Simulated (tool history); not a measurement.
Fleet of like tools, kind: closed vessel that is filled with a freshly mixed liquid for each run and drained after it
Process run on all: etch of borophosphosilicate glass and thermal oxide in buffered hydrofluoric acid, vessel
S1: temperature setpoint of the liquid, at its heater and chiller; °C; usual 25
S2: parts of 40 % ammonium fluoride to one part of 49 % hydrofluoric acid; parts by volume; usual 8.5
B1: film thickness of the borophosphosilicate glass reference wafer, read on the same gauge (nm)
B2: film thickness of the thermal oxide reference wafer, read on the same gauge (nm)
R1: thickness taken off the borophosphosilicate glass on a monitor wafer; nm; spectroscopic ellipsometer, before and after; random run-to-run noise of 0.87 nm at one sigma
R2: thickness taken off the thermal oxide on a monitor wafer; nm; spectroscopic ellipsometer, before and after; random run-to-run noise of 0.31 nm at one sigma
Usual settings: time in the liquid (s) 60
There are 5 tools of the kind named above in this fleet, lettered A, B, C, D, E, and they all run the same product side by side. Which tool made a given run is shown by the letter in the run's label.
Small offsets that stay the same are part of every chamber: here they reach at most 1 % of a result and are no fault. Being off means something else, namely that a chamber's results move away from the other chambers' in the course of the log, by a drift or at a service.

{"run": "1B", "hour": 12.0, "S1": 25, "S2": 8.5, "time in the liquid (s)": 60, "B1": 69.969, "B2": 50.026, "R1": 89.096, "R2": 81.391}
{"run": "2C", "hour": 25.4, "S1": 25, "S2": 8.5, "time in the liquid (s)": 60, "B1": 69.99, "B2": 49.96, "R1": 89.848, "R2": 81.777}
{"run": "3E", "hour": 41.1, "S1": 25, "S2": 8.5, "time in the liquid (s)": 60, "B1": 69.979, "B2": 50.03, "R1": 91.236, "R2": 82.221}
{"run": "4A", "hour": 55.2, "S1": 25, "S2": 8.5, "time in the liquid (s)": 60, "B1": 69.994, "B2": 49.966, "R1": 89.126, "R2": 81.367}
{"run": "5D", "hour": 64.1, "S1": 25, "S2": 8.5, "time in the liquid (s)": 60, "B1": 70.009, "B2": 49.997, "R1": 89.965, "R2": 82.365}
{"run": "6B", "hour": 75.3, "S1": 25, "S2": 8.5, "time in the liquid (s)": 60, "B1": 69.989, "B2": 49.978, "R1": 89.157, "R2": 81.652}
{"run": "7C", "hour": 83.7, "S1": 21, "S2": 8.5, "time in the liquid (s)": 60, "B1": 69.984, "B2": 49.993, "R1": 72.297, "R2": 66.464}
{"run": "8A", "hour": 91.2, "S1": 21, "S2": 8.5, "time in the liquid (s)": 60, "B1": 70.029, "B2": 50.008, "R1": 72.165, "R2": 65.017}
{"run": "9E", "hour": 98.1, "S1": 21, "S2": 8.5, "time in the liquid (s)": 60, "B1": 70.041, "B2": 50.023, "R1": 72.226, "R2": 66.064}
{"run": "10D", "hour": 106.2, "S1": 21, "S2": 8.5, "time in the liquid (s)": 60, "B1": 69.983, "B2": 49.996, "R1": 70.099, "R2": 66.048}
{"run": "11A", "hour": 117.8, "S1": 21, "S2": 8.5, "time in the liquid (s)": 60, "B1": 69.975, "B2": 49.995, "R1": 72.29, "R2": 65.27}
{"hour": 118.8, "done": "chamber B: hydrofluoric acid flow meter replaced"}
{"run": "12C", "hour": 127.9, "S1": 25, "S2": 8.5, "time in the liquid (s)": 60, "B1": 70.002, "B2": 50.027, "R1": 87.778, "R2": 83}
{"run": "13B", "hour": 143.1, "S1": 25, "S2": 8.5, "time in the liquid (s)": 60, "B1": 69.987, "B2": 50.053, "R1": 89.113, "R2": 82.001}
{"run": "14D", "hour": 157.5, "S1": 25, "S2": 8.5, "time in the liquid (s)": 60, "B1": 70.039, "B2": 50.011, "R1": 88.843, "R2": 83.143}
{"run": "15E", "hour": 169.4, "S1": 25, "S2": 8.5, "time in the liquid (s)": 75, "B1": 70.015, "B2": 50.06, "R1": 110.53, "R2": 103.1}
{"run": "16A", "hour": 178.1, "S1": 25, "S2": 8.5, "time in the liquid (s)": 75, "B1": 69.972, "B2": 50.033, "R1": 110.05, "R2": 101.42}
{"hour": 179.9, "done": "chamber E: hydrofluoric acid flow meter replaced"}
{"run": "17C", "hour": 193.7, "S1": 25, "S2": 8.5, "time in the liquid (s)": 75, "B1": 70.01, "B2": 50.004, "R1": 114.42, "R2": 102.87}
{"run": "18E", "hour": 200.5, "S1": 25, "S2": 8.5, "time in the liquid (s)": 75, "B1": 69.966, "B2": 50.025, "R1": 111.49, "R2": 103.41}
{"run": "19B", "hour": 208.2, "S1": 25, "S2": 8.5, "time in the liquid (s)": 75, "B1": 70.039, "B2": 49.993, "R1": 110.37, "R2": 101.96}
{"run": "20D", "hour": 220.8, "S1": 25, "S2": 8.5, "time in the liquid (s)": 60, "B1": 69.968, "B2": 49.989, "R1": 90.251, "R2": 82.602}
{"run": "21C", "hour": 236.2, "S1": 25, "S2": 8.5, "time in the liquid (s)": 60, "B1": 69.978, "B2": 49.985, "R1": 90.8, "R2": 82.331}
{"hour": 238.4, "done": "chamber C: hydrofluoric acid flow meter replaced"}
{"run": "22D", "hour": 251.8, "S1": 25, "S2": 8.5, "time in the liquid (s)": 60, "B1": 70.042, "B2": 50.007, "R1": 87.861, "R2": 82.356}
{"run": "23A", "hour": 262.9, "S1": 25, "S2": 8.5, "time in the liquid (s)": 60, "B1": 70.042, "B2": 49.986, "R1": 88.747, "R2": 81.574}
{"run": "24B", "hour": 270.7, "S1": 25, "S2": 8.5, "time in the liquid (s)": 60, "B1": 69.958, "B2": 50.03, "R1": 87.533, "R2": 81.768}
{"run": "25E", "hour": 281.9, "S1": 25, "S2": 8.5, "time in the liquid (s)": 60, "B1": 70.007, "B2": 49.989, "R1": 90.596, "R2": 82.924}
{"run": "26C", "hour": 289.1, "S1": 25, "S2": 8.5, "time in the liquid (s)": 60, "B1": 70.014, "B2": 50.011, "R1": 89.533, "R2": 82.706}
{"run": "27D", "hour": 298.1, "S1": 25, "S2": 8.5, "time in the liquid (s)": 60, "B1": 70.062, "B2": 49.992, "R1": 90.054, "R2": 82.753}
{"run": "28E", "hour": 306.4, "S1": 25, "S2": 8.5, "time in the liquid (s)": 60, "B1": 70.025, "B2": 50.012, "R1": 89.404, "R2": 82.353}
{"run": "29B", "hour": 322.2, "S1": 25, "S2": 8.5, "time in the liquid (s)": 60, "B1": 69.976, "B2": 50, "R1": 87.646, "R2": 81.836}
{"run": "30A", "hour": 329.3, "S1": 25, "S2": 8.5, "time in the liquid (s)": 60, "B1": 70.028, "B2": 49.956, "R1": 90.12, "R2": 81.322}
{"run": "31C", "hour": 342.6, "S1": 25, "S2": 8.5, "time in the liquid (s)": 60, "B1": 69.946, "B2": 49.988, "R1": 88.736, "R2": 82.696}
{"run": "32B", "hour": 350.0, "S1": 25, "S2": 8.5, "time in the liquid (s)": 60, "B1": 70.043, "B2": 50.015, "R1": 89.252, "R2": 81.739}
{"run": "33D", "hour": 362.3, "S1": 25, "S2": 8.5, "time in the liquid (s)": 60, "B1": 69.996, "B2": 49.999, "R1": 89.398, "R2": 82.805}
{"run": "34E", "hour": 374.6, "S1": 25, "S2": 8.5, "time in the liquid (s)": 60, "B1": 69.954, "B2": 50.001, "R1": 88.384, "R2": 82.537}
{"run": "35A", "hour": 388.4, "S1": 25, "S2": 8.5, "time in the liquid (s)": 60, "B1": 70.044, "B2": 49.943, "R1": 89.122, "R2": 81.072}
{"run": "36C", "hour": 401.7, "S1": 25, "S2": 8.5, "time in the liquid (s)": 60, "B1": 70.026, "B2": 49.993, "R1": 90.756, "R2": 82.378}
{"run": "37E", "hour": 415.2, "S1": 25, "S2": 8.5, "time in the liquid (s)": 60, "B1": 70.014, "B2": 50.011, "R1": 89.848, "R2": 82.362}

Next, all 5 chambers run the settings below, one line each with question marks for the results. What does each chamber give?
{"run": "38A", "hour": 426.5, "S1": 22.5, "S2": 8.5, "time in the liquid (s)": 60, "R1": "?", "R2": "?"}
{"run": "38B", "hour": 426.5, "S1": 22.5, "S2": 8.5, "time in the liquid (s)": 60, "R1": "?", "R2": "?"}
{"run": "38C", "hour": 426.5, "S1": 22.5, "S2": 8.5, "time in the liquid (s)": 60, "R1": "?", "R2": "?"}
{"run": "38D", "hour": 426.5, "S1": 22.5, "S2": 8.5, "time in the liquid (s)": 60, "R1": "?", "R2": "?"}
{"run": "38E", "hour": 426.5, "S1": 22.5, "S2": 8.5, "time in the liquid (s)": 60, "R1": "?", "R2": "?"}

run=38A R1=77.426 R2=70.364
run=38B R1=78.52 R2=71.422
run=38C R1=78.819 R2=72.163
run=38D R1=77.808 R2=72.178
run=38E R1=77.189 R2=71.88
